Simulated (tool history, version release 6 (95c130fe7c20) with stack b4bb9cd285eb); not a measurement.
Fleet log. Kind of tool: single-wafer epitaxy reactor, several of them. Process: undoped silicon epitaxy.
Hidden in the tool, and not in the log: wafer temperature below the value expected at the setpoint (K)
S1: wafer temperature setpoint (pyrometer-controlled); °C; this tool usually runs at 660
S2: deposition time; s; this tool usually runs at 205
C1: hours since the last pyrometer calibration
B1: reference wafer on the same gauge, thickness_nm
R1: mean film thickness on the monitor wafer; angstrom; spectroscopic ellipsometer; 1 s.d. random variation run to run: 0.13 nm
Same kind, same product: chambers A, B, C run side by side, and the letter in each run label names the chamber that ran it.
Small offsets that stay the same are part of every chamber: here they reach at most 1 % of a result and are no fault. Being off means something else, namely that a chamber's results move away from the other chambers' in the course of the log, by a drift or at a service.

run   hour   S1   S2     C1      B1      R1
       2.5  -- chamber B: pyrometer calibrated
 1C    5.2  660  205   56.7  46.045  423.11
 2A     12  660  205  299.8  46.008  427.15
 3B   21.6  660  205   19.1  45.981  426.59
 4B   29.8  660  205   27.3  45.998  427.66
 5C   36.8  669  238   88.3  46.006  598.79
 6A   45.4  669  238  333.2  46.015  599.74
 7B   51.4  669  238   48.9  46.017  600.14
 8A   60.5  660  205  348.3  46.011  428.02
 9C     67  646  185  118.5  45.978  283.29
10A   77.3  646  185  365.1  45.981  286.45
11B   86.2  646  185   83.7  45.989  283.93
12C   96.6  660  178  148.1  45.947  368.27
13B    106  660  178  103.5   46.04  369.64
14C  115.7  660  178  167.2  46.041  370.86
15A  125.8  660  205  413.6  46.054   426.8
16B  131.1  660  205  128.6  46.024  426.66
17A  138.7  660  205  426.5  45.992  427.91
18C  148.4  660  205  199.9      46  424.08
19B  156.1  660  205  153.6  45.968  427.17
20A  165.6  660  205  453.4  45.975  428.21
21C    175  660  205  226.5  45.983  424.12
22B  183.5  660  205    181  45.965  426.84
23A  192.3  660  205  480.1  46.017  427.74
24C  199.8  660  205  251.3  45.991  424.82
25C  208.7  660  205  260.2   45.98  424.39
26B  215.1  660  205  212.6  45.988  426.24
27A  219.8  660  205  507.6  45.969  426.36
28B  228.4  660  205  225.9  46.017   428.7
29A  238.3  660  205  526.1  45.987   427.7
30C  246.8  660  205  298.3  45.987  427.04
31B  255.9  660  205  253.4  45.963  424.73
32A  261.2  660  205    549  46.023  428.51
33C    271  660  205  322.5  46.033  424.16
34C  277.9  660  205  329.4   46.01  424.92
35A  287.9  660  205  575.7  46.006  428.44
36B  293.8  653  205  291.3  45.997  366.65
37B  302.5  653  205    300  46.014  366.35
38A  311.3  653  205  599.1  45.967  368.75
39C  319.3  660  205  370.8  46.034  423.66
40C    329  660  205  380.5  45.997  425.89
41B  337.6  660  205  335.1  46.009  428.36
42A  343.1  660  205  630.9  46.002  424.93
43C  351.9  660  205  403.4  46.005  423.38

Read the log: is a single chamber off, either drifting away or since a service, is the gauge that measures every chamber drifting, or is nothing wrong beyond small per-chamber offsets? Name any odd chamber and what most likely caused it.

No chamber stands off beyond its own small offset, and the gauge holds steady.
